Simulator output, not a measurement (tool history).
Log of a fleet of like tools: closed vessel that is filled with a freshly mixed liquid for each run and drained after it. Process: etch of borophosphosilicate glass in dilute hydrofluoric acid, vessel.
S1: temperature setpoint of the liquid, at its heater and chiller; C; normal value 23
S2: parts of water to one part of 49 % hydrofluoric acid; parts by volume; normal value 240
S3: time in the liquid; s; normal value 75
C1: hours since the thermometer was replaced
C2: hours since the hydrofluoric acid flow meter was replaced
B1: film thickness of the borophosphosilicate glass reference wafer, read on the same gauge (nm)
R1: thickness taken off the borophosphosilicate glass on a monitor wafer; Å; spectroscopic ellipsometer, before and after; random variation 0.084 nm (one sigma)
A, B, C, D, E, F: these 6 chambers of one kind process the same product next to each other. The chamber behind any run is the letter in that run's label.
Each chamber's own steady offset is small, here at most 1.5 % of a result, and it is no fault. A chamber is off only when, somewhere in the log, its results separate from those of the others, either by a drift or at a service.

run	day	S1	S2	S3	C1	C2	B1	R1
1A	0.529	23	240	75	746.5	532.6	140.02	110.65
2C	0.946	23	240	75	1140.1	1139.2	140.02	112.65
3F	1.296	23	240	75	489.2	704.2	140.02	113.12
# day 1.542: chamber B: thermometer replaced
4D	1.725	23	240	75	223.2	462.3	140.01	112.72
5E	2.025	23	240	75	419.6	522	140.05	111.03
6B	2.583	23	240	110	25	301.6	140.02	167.35
7B	2.975	23	240	110	34.4	311	140.03	166.56
8C	3.383	23	240	110	1198.6	1197.7	140.03	165.11
9D	3.958	23	240	110	276.8	515.9	139.98	163.77
10E	4.325	23	240	110	474.8	577.2	140.02	166.86
11F	4.692	23	240	110	570.7	785.7	139.95	166
12A	5.108	23	240	75	856.4	642.5	139.99	110.19
13B	5.367	23	240	75	91.8	368.4	140.07	112.45
14F	5.9	23	240	75	599.7	814.7	139.98	112.99
15C	6.238	23	240	75	1267.1	1266.2	139.94	110.28
16E	6.762	23	240	75	533.3	635.7	140.01	112.64
17D	7.071	23	240	75	351.5	590.6	139.98	111.58
18A	7.604	27	350	75	916.3	702.4	140.06	77.097
19B	8.046	27	350	75	156.1	432.7	140.03	79.108
20E	8.483	27	350	75	574.6	677	139.98	78.984
21C	8.767	27	350	75	1327.8	1326.9	140.02	79.282
# day 8.817: chamber B: hydrofluoric acid flow meter replaced
# day 9.004: chamber E: hydrofluoric acid flow meter replaced
22F	9.075	27	350	75	675.9	890.9	139.99	80.924
23D	9.508	27	350	75	410	649.1	140.01	78.913
24A	9.854	23	240	75	970.3	756.4	139.99	107.52
25A	10.296	26	240	120	980.9	767	139.98	190.98
26D	10.871	26	240	120	442.7	681.8	140	199.02
27E	11.342	26	240	120	643.2	56.2	140	200.99
28C	11.908	26	240	120	1403.2	1402.3	140.07	201.1
29F	12.212	26	240	120	751.2	966.2	140.07	202.92
30B	12.558	26	240	120	264.4	89.8	139.99	203.97
31F	12.833	23	240	75	766.1	981.1	139.99	114.48
32D	13.425	23	240	75	504	743.1	140.01	111.7
33B	13.754	23	240	75	293.1	118.5	139.99	114.27
34E	14.221	23	240	75	712.3	125.3	140.03	112.13
35A	14.775	23	240	75	1088.4	874.5	139.97	106.76
36C	15.296	23	300	75	1484.5	1483.6	140.05	83.737
# day 15.729: chamber D: thermometer replaced
37A	15.742	23	300	75	1111.6	897.7	139.95	80.653
38D	16.029	23	300	75	7.3	805.6	140.03	85.362
39B	16.562	23	300	75	360.5	185.9	139.97	85.673
40E	16.858	23	300	75	775.6	188.6	139.99	85.982

Read the log: is a single chamber off, either drifting away or since a service, is the gauge that measures every chamber drifting, or is nothing wrong beyond small per-chamber offsets? Name any odd chamber and what most likely caused it.

Chamber A drifts away from the others.
Cause: liquid colder than its thermometer reads (K) = 1.45.
The log might look much the same if the cause were instead: hydrofluoric acid flow below the setpoint (%).

Here are 4 candidates for chamber A's next run, each the usual settings with a change, their results left as question marks. Which one brings its results back in line with what the others give on the usual settings?
In line here means within this much of the mean the other chambers give on the usual settings: R1 2.9 Å
41A-1	17.288	23	230	80				?
41A-2	17.288	23	240	70				?
41A-3	17.288	25	240	75				?
41A-4	17.288	20	240	75				?

Average result of the remaining chambers running the usual settings: R1 112.97 Å
run	R1
41A-1	118.43
41A-2	98.254
41A-3	113.32
41A-4	93.941
41A-3 brings the chamber back in line.
